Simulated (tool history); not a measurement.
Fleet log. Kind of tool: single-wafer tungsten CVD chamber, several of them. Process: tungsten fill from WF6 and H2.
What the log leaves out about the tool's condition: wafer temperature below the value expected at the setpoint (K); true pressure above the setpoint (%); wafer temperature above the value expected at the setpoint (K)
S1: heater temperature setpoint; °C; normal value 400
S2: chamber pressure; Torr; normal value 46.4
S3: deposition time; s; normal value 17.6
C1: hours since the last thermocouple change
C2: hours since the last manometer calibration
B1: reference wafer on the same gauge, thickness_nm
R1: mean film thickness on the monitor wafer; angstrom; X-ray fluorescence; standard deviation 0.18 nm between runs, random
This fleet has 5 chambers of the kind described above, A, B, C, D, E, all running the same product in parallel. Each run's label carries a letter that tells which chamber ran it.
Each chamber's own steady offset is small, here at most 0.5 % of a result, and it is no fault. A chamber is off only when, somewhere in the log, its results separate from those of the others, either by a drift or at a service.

{"run": "1B", "hour": 5.5, "S1": 400, "S2": 46.4, "S3": 17.6, "C1": 1169.6, "C2": 1936.4, "B1": 62.722, "R1": 622.1}
{"run": "2A", "hour": 10.9, "S1": 400, "S2": 46.4, "S3": 17.6, "C1": 1417.2, "C2": 1037.7, "B1": 62.704, "R1": 621.28}
{"run": "3C", "hour": 17.6, "S1": 400, "S2": 46.4, "S3": 17.6, "C1": 393.1, "C2": 2300, "B1": 62.704, "R1": 624.33}
{"run": "4D", "hour": 23.8, "S1": 400, "S2": 46.4, "S3": 17.6, "C1": 1176, "C2": 832.9, "B1": 62.651, "R1": 629.53}
{"run": "5E", "hour": 30.2, "S1": 400, "S2": 46.4, "S3": 17.6, "C1": 1679.2, "C2": 2362.5, "B1": 62.69, "R1": 625.86}
{"run": "6C", "hour": 37.5, "S1": 385, "S2": 55.7, "S3": 17.6, "C1": 413, "C2": 2319.9, "B1": 62.676, "R1": 509.33}
{"run": "7A", "hour": 42.3, "S1": 385, "S2": 55.7, "S3": 17.6, "C1": 1448.6, "C2": 1069.1, "B1": 62.709, "R1": 508.29}
{"run": "8B", "hour": 46.4, "S1": 385, "S2": 55.7, "S3": 17.6, "C1": 1210.5, "C2": 1977.3, "B1": 62.703, "R1": 503.54}
{"run": "9E", "hour": 50.3, "S1": 385, "S2": 55.7, "S3": 17.6, "C1": 1699.3, "C2": 2382.6, "B1": 62.686, "R1": 506.32}
{"run": "10D", "hour": 54.9, "S1": 385, "S2": 55.7, "S3": 17.6, "C1": 1207.1, "C2": 864, "B1": 62.711, "R1": 511.53}
{"run": "11A", "hour": 60.6, "S1": 400, "S2": 46.4, "S3": 17.6, "C1": 1466.9, "C2": 1087.4, "B1": 62.633, "R1": 623.4}
{"run": "12C", "hour": 67.5, "S1": 400, "S2": 46.4, "S3": 17.6, "C1": 443, "C2": 2349.9, "B1": 62.691, "R1": 620.55}
{"run": "13E", "hour": 70.7, "S1": 400, "S2": 46.4, "S3": 17.6, "C1": 1719.7, "C2": 2403, "B1": 62.705, "R1": 624.02}
{"run": "14D", "hour": 74.7, "S1": 400, "S2": 46.4, "S3": 17.6, "C1": 1226.9, "C2": 883.8, "B1": 62.657, "R1": 627.69}
{"run": "15B", "hour": 77.9, "S1": 400, "S2": 46.4, "S3": 17.6, "C1": 1242, "C2": 2008.8, "B1": 62.712, "R1": 623.84}
{"run": "16B", "hour": 81.2, "S1": 400, "S2": 46.4, "S3": 17.6, "C1": 1245.3, "C2": 2012.1, "B1": 62.697, "R1": 623.02}
{"run": "17C", "hour": 88.2, "S1": 400, "S2": 46.4, "S3": 17.6, "C1": 463.7, "C2": 2370.6, "B1": 62.669, "R1": 619.51}
{"run": "18A", "hour": 92.6, "S1": 400, "S2": 46.4, "S3": 17.6, "C1": 1498.9, "C2": 1119.4, "B1": 62.689, "R1": 620.46}
{"run": "19D", "hour": 97.6, "S1": 400, "S2": 46.4, "S3": 17.6, "C1": 1249.8, "C2": 906.7, "B1": 62.705, "R1": 627.15}
{"run": "20E", "hour": 103.9, "S1": 400, "S2": 46.4, "S3": 17.6, "C1": 1752.9, "C2": 2436.2, "B1": 62.703, "R1": 623.86}
{"run": "21E", "hour": 107.3, "S1": 400, "S2": 46.4, "S3": 17.6, "C1": 1756.3, "C2": 2439.6, "B1": 62.72, "R1": 621.79}
{"run": "22D", "hour": 113.4, "S1": 400, "S2": 46.4, "S3": 17.6, "C1": 1265.6, "C2": 922.5, "B1": 62.723, "R1": 630.48}
{"run": "23B", "hour": 120.4, "S1": 400, "S2": 46.4, "S3": 17.6, "C1": 1284.5, "C2": 2051.3, "B1": 62.65, "R1": 626.45}
{"run": "24C", "hour": 123.7, "S1": 400, "S2": 46.4, "S3": 17.6, "C1": 499.2, "C2": 2406.1, "B1": 62.761, "R1": 620.42}
{"run": "25A", "hour": 128.4, "S1": 400, "S2": 46.4, "S3": 19, "C1": 1534.7, "C2": 1155.2, "B1": 62.641, "R1": 672.16}
{"hour": 132.1, "done": "chamber B: thermocouple changed; heater temperature recalibrated"}
{"run": "26D", "hour": 133.8, "S1": 400, "S2": 46.4, "S3": 19, "C1": 1286, "C2": 942.9, "B1": 62.691, "R1": 679.55}
{"run": "27E", "hour": 139.5, "S1": 400, "S2": 46.4, "S3": 19, "C1": 1788.5, "C2": 2471.8, "B1": 62.667, "R1": 671.76}
{"run": "28A", "hour": 143.1, "S1": 400, "S2": 46.4, "S3": 19, "C1": 1549.4, "C2": 1169.9, "B1": 62.697, "R1": 671.09}
{"run": "29C", "hour": 147.9, "S1": 400, "S2": 46.4, "S3": 19, "C1": 523.4, "C2": 2430.3, "B1": 62.728, "R1": 672.91}
{"run": "30B", "hour": 155.0, "S1": 400, "S2": 46.4, "S3": 17.6, "C1": 22.9, "C2": 2085.9, "B1": 62.68, "R1": 623.64}
{"run": "31B", "hour": 159.9, "S1": 400, "S2": 46.4, "S3": 17.6, "C1": 27.8, "C2": 2090.8, "B1": 62.694, "R1": 620.68}
{"run": "32E", "hour": 165.8, "S1": 400, "S2": 46.4, "S3": 17.6, "C1": 1814.8, "C2": 2498.1, "B1": 62.698, "R1": 623.99}
{"run": "33D", "hour": 171.6, "S1": 400, "S2": 46.4, "S3": 17.6, "C1": 1323.8, "C2": 980.7, "B1": 62.736, "R1": 625.95}

The same settings go to every chamber for the next run, one line per chamber below. Forecast the results for each:
{"run": "34A", "hour": 176.8, "S1": 400, "S2": 57.1, "S3": 17.6, "R1": "?"}
{"run": "34B", "hour": 176.8, "S1": 400, "S2": 57.1, "S3": 17.6, "R1": "?"}
{"run": "34C", "hour": 176.8, "S1": 400, "S2": 57.1, "S3": 17.6, "R1": "?"}
{"run": "34D", "hour": 176.8, "S1": 400, "S2": 57.1, "S3": 17.6, "R1": "?"}
{"run": "34E", "hour": 176.8, "S1": 400, "S2": 57.1, "S3": 17.6, "R1": "?"}

run=34A R1=681.54
run=34B R1=684.6
run=34C R1=684.66
run=34D R1=691.56
run=34E R1=684.16
